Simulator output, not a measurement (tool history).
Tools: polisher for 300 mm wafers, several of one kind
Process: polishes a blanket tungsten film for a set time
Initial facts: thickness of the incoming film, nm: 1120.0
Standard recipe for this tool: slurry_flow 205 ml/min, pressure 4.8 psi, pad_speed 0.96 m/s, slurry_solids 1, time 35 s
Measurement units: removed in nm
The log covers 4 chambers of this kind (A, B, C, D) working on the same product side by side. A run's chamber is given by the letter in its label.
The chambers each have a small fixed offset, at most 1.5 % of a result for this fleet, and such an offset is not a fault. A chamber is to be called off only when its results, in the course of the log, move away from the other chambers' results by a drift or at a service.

| run | hour | slurry_flow | pressure | pad_speed | slurry_solids | time | wafers polished on this pad | hours since the slurry nozzle was cleaned | hours since the head pressure was calibrated | hours since the slurry blender was calibrated | hours since the slurry got fresh peroxide | removed |
|---|---|---|---|---|---|---|---|---|---|---|---|---|
|  | 1.7 | chamber C: slurry tank refilled with fresh slurry and peroxide |
|  | 4.4 | chamber A: worn pad replaced by a new one |
| 1A | 13 | 205 | 4.8 | 0.96 | 1 | 35 | 102 | 108 | 1249.4 | 84.7 | 193.5 | 228.59 |
|  | 18.8 | chamber B: slurry tank refilled with fresh slurry and peroxide |
|  | 20.3 | chamber A: slurry tank refilled with fresh slurry and peroxide |
| 2B | 21.7 | 205 | 4.8 | 0.96 | 1 | 35 | 378 | 24 | 119.3 | 277 | 2.9 | 225.8 |
|  | 27.7 | chamber D: worn pad replaced by a new one |
| 3C | 37.3 | 205 | 4.8 | 0.96 | 1 | 35 | 1147 | 704.4 | 616.7 | 336.2 | 35.7 | 229.95 |
|  | 39.6 | chamber C: worn pad replaced by a new one |
| 4D | 44.7 | 205 | 4.8 | 0.96 | 1 | 35 | 202 | 169.1 | 148.2 | 125.3 | 121.9 | 227.75 |
|  | 49.3 | chamber D: slurry blender recalibrated |
|  | 54.3 | chamber C: slurry tank refilled with fresh slurry and peroxide |
| 5C | 57.9 | 205 | 4.8 | 0.96 | 1 | 47 | 217 | 725 | 637.3 | 356.8 | 3.7 | 310.72 |
| 6B | 65.3 | 205 | 4.8 | 0.96 | 1 | 47 | 895 | 67.6 | 162.9 | 320.6 | 46.5 | 303.73 |
|  | 66.4 | chamber A: worn pad replaced by a new one |
| 7A | 80.4 | 205 | 4.8 | 0.96 | 1 | 47 | 166 | 175.4 | 1316.8 | 152.1 | 60.2 | 302.38 |
|  | 83.8 | chamber B: worn pad replaced by a new one |
| 8D | 87.7 | 205 | 4.8 | 0.96 | 1 | 47 | 712 | 212.1 | 191.2 | 38.5 | 164.9 | 311.26 |
|  | 89.6 | chamber D: slurry tank refilled with fresh slurry and peroxide |
|  | 93.7 | chamber C: slurry nozzle cleaned |
| 9D | 96.5 | 205 | 5.8 | 0.96 | 1.1 | 35 | 816 | 220.9 | 200 | 47.3 | 7 | 278.95 |
| 10A | 106.2 | 205 | 5.8 | 0.96 | 1.1 | 35 | 472 | 201.2 | 1342.6 | 177.9 | 86 | 281.37 |
|  | 112.7 | chamber C: slurry tank refilled with fresh slurry and peroxide |
| 11B | 120.2 | 205 | 5.8 | 0.96 | 1.1 | 35 | 432 | 122.5 | 217.8 | 375.5 | 101.4 | 270.7 |
|  | 121.7 | chamber C: slurry blender recalibrated |
|  | 123.1 | chamber D: worn pad replaced by a new one |
| 12C | 127.3 | 205 | 5.8 | 0.96 | 1.1 | 35 | 1039 | 33.6 | 706.7 | 5.7 | 14.6 | 282.52 |
|  | 132.5 | chamber A: worn pad replaced by a new one |
| 13A | 136.1 | 205 | 4.8 | 0.96 | 1 | 35 | 42 | 231.1 | 1372.5 | 207.8 | 115.9 | 230.67 |
|  | 136.9 | chamber D: slurry nozzle cleaned |
|  | 142.2 | chamber C: worn pad replaced by a new one |
| 14B | 147.2 | 205 | 4.8 | 0.96 | 1 | 35 | 752 | 149.5 | 244.8 | 402.5 | 128.4 | 217.57 |
|  | 148.9 | chamber B: slurry tank refilled with fresh slurry and peroxide |
| 15D | 157 | 205 | 4.8 | 0.96 | 1 | 35 | 402 | 20.1 | 260.5 | 107.8 | 67.5 | 227.83 |
|  | 163.2 | chamber C: slurry tank refilled with fresh slurry and peroxide |
| 16C | 164.7 | 205 | 4.8 | 0.96 | 1 | 35 | 267 | 71 | 744.1 | 43.1 | 1.5 | 232.29 |
|  | 167.8 | chamber B: worn pad replaced by a new one |
| 17C | 174.5 | 205 | 4.8 | 0.96 | 1 | 35 | 383 | 80.8 | 753.9 | 52.9 | 11.3 | 232.57 |
| 18A | 184.9 | 205 | 4.8 | 0.96 | 1 | 35 | 621 | 279.9 | 1421.3 | 256.6 | 164.7 | 229.01 |
|  | 187.3 | chamber A: slurry tank refilled with fresh slurry and peroxide |
| 19B | 191.6 | 205 | 4.8 | 0.96 | 1 | 35 | 282 | 193.9 | 289.2 | 446.9 | 42.7 | 211.09 |
|  | 196.5 | chamber D: slurry blender recalibrated |
| 20D | 200.2 | 205 | 3.4 | 0.96 | 1 | 35 | 914 | 63.3 | 303.7 | 3.7 | 110.7 | 162.68 |
|  | 206 | chamber A: worn pad replaced by a new one |
| 21B | 211 | 205 | 3.4 | 0.96 | 1 | 35 | 512 | 213.3 | 308.6 | 466.3 | 62.1 | 146 |
|  | 217.3 | chamber C: slurry tank refilled with fresh slurry and peroxide |
| 22A | 220.6 | 205 | 3.4 | 0.96 | 1 | 35 | 173 | 315.6 | 1457 | 292.3 | 33.4 | 162.59 |
|  | 221.7 | chamber B: slurry nozzle cleaned |
| 23D | 229 | 205 | 3.4 | 0.96 | 1 | 35 | 1255 | 92.1 | 332.5 | 32.5 | 139.5 | 163.23 |
|  | 233.1 | chamber D: worn pad replaced by a new one |
|  | 234.9 | chamber A: head pressure recalibrated |
|  | 238.2 | chamber C: worn pad replaced by a new one |
| 24C | 238.3 | 205 | 4.8 | 0.96 | 1 | 35 | 1 | 144.6 | 817.7 | 116.7 | 21 | 233.77 |
|  | 248 | chamber A: slurry nozzle cleaned |
| 25B | 248.6 | 205 | 4.8 | 0.96 | 1 | 35 | 958 | 27 | 346.2 | 503.9 | 99.7 | 209.54 |
|  | 252.1 | chamber D: slurry tank refilled with fresh slurry and peroxide |
| 26A | 264 | 205 | 4.8 | 0.96 | 1 | 35 | 688 | 16 | 29.1 | 335.7 | 76.8 | 227.56 |
| 27D | 278.1 | 205 | 4.8 | 0.96 | 1.1 | 35 | 534 | 141.2 | 381.6 | 81.6 | 26.1 | 233.97 |
|  | 279 | chamber C: slurry tank refilled with fresh slurry and peroxide |
| 28C | 288.1 | 205 | 4.8 | 0.96 | 1.1 | 35 | 592 | 194.4 | 867.5 | 166.5 | 9.1 | 240.94 |

The same settings go to every chamber for the next run, one line per chamber below. Forecast the results for each:
| 29A | 299.3 | 205 | 4.8 | 0.96 | 1 | 35 |  |  |  |  |  | ? |
| 29B | 299.3 | 205 | 4.8 | 0.96 | 1 | 35 |  |  |  |  |  | ? |
| 29C | 299.3 | 205 | 4.8 | 0.96 | 1 | 35 |  |  |  |  |  | ? |
| 29D | 299.3 | 205 | 4.8 | 0.96 | 1 | 35 |  |  |  |  |  | ? |

| run | removed |
|---|---|
| 29A | 232.78 |
| 29B | 203.55 |
| 29C | 229.05 |
| 29D | 228.97 |

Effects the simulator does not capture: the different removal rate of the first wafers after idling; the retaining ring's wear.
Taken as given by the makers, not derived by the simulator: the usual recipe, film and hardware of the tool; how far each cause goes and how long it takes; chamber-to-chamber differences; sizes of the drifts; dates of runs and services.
